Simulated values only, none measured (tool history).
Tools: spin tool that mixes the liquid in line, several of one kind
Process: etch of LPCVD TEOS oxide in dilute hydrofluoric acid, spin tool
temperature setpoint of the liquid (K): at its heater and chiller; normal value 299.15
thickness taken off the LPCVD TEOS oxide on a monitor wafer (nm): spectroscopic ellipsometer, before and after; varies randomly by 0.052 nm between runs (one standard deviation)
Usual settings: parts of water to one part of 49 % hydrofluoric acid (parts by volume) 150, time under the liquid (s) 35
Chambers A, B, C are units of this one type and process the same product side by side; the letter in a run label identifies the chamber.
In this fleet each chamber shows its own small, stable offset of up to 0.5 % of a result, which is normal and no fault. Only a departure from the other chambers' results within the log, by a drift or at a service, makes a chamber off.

| run | hour | temperature setpoint of the liquid (K) | parts of water to one part of 49 % hydrofluoric acid (parts by volume) | time under the liquid (s) | read-back film thickness of the LPCVD TEOS oxide reference wafer, read on the same gauge (nm) | thickness taken off the LPCVD TEOS oxide on a monitor wafer (nm) |
|---|---|---|---|---|---|---|
| 1C | 10.1 | 299.15 | 150 | 35 | 139.99 | 13.021 |
| 2B | 18.4 | 299.15 | 150 | 35 | 140.03 | 13.043 |
| 3A | 27.4 | 299.15 | 150 | 35 | 139.97 | 12.985 |
| 4A | 33.3 | 299.15 | 150 | 35 | 139.98 | 12.965 |
| 5C | 40.7 | 299.15 | 215 | 35 | 139.99 | 8.3956 |
| 6B | 47.7 | 299.15 | 215 | 35 | 140.01 | 8.3816 |
| 7C | 58.8 | 299.15 | 215 | 35 | 140 | 8.4274 |
| 8A | 65.5 | 299.15 | 150 | 35 | 140.04 | 12.881 |
| 9B | 75.5 | 299.15 | 150 | 15 | 139.96 | 5.5597 |
| 10B | 81.4 | 299.15 | 150 | 15 | 140.01 | 5.5889 |
| 11C | 87.7 | 299.15 | 150 | 15 | 140.04 | 5.5729 |
| 12A | 96 | 299.15 | 150 | 35 | 140 | 13.046 |
| 13C | 103.3 | 299.15 | 150 | 35 | 140 | 12.955 |
| 14B | 115.5 | 299.15 | 150 | 35 | 140 | 13.089 |
| 15A | 128.2 | 299.15 | 175 | 45 | 140.02 | 13.892 |
| 16B | 138.5 | 299.15 | 175 | 45 | 139.98 | 13.948 |
| 17A | 146.3 | 299.15 | 175 | 45 | 140.03 | 13.904 |
| 18C | 158.8 | 299.15 | 150 | 35 | 139.98 | 12.953 |
|  | 167.7 | chamber A: thermometer replaced |
| 19A | 171.8 | 302.15 | 150 | 35 | 140.01 | 14.509 |
|  | 180.3 | chamber B: thermometer replaced |
| 20C | 180.6 | 302.15 | 150 | 35 | 140 | 14.5 |
| 21B | 190.1 | 302.15 | 150 | 35 | 139.98 | 14.558 |
| 22A | 197.3 | 299.15 | 150 | 35 | 140.01 | 12.966 |
| 23B | 207.3 | 299.15 | 150 | 35 | 140.04 | 13 |
| 24C | 215.8 | 299.15 | 150 | 35 | 139.99 | 12.974 |
| 25A | 228.7 | 299.15 | 150 | 35 | 139.97 | 13.007 |
|  | 231.9 | chamber B: hydrofluoric acid flow meter replaced |
| 26C | 237.9 | 299.15 | 150 | 35 | 140.03 | 13.098 |
| 27B | 244.2 | 299.15 | 150 | 35 | 139.95 | 13.03 |
| 28C | 251.6 | 299.15 | 150 | 35 | 139.99 | 13.046 |
| 29B | 263.9 | 299.15 | 150 | 35 | 139.95 | 13.118 |
| 30A | 271.4 | 299.15 | 150 | 35 | 139.98 | 13.017 |

All 3 chambers run these settings next. Forecast each chamber's results:
| 31A | 280.9 | 303.65 | 150 | 35 |  | ? |
| 31B | 280.9 | 303.65 | 150 | 35 |  | ? |
| 31C | 280.9 | 303.65 | 150 | 35 |  | ? |

| run | thickness taken off the LPCVD TEOS oxide on a monitor wafer (nm) |
|---|---|
| 31A | 15.383 |
| 31B | 15.457 |
| 31C | 15.478 |

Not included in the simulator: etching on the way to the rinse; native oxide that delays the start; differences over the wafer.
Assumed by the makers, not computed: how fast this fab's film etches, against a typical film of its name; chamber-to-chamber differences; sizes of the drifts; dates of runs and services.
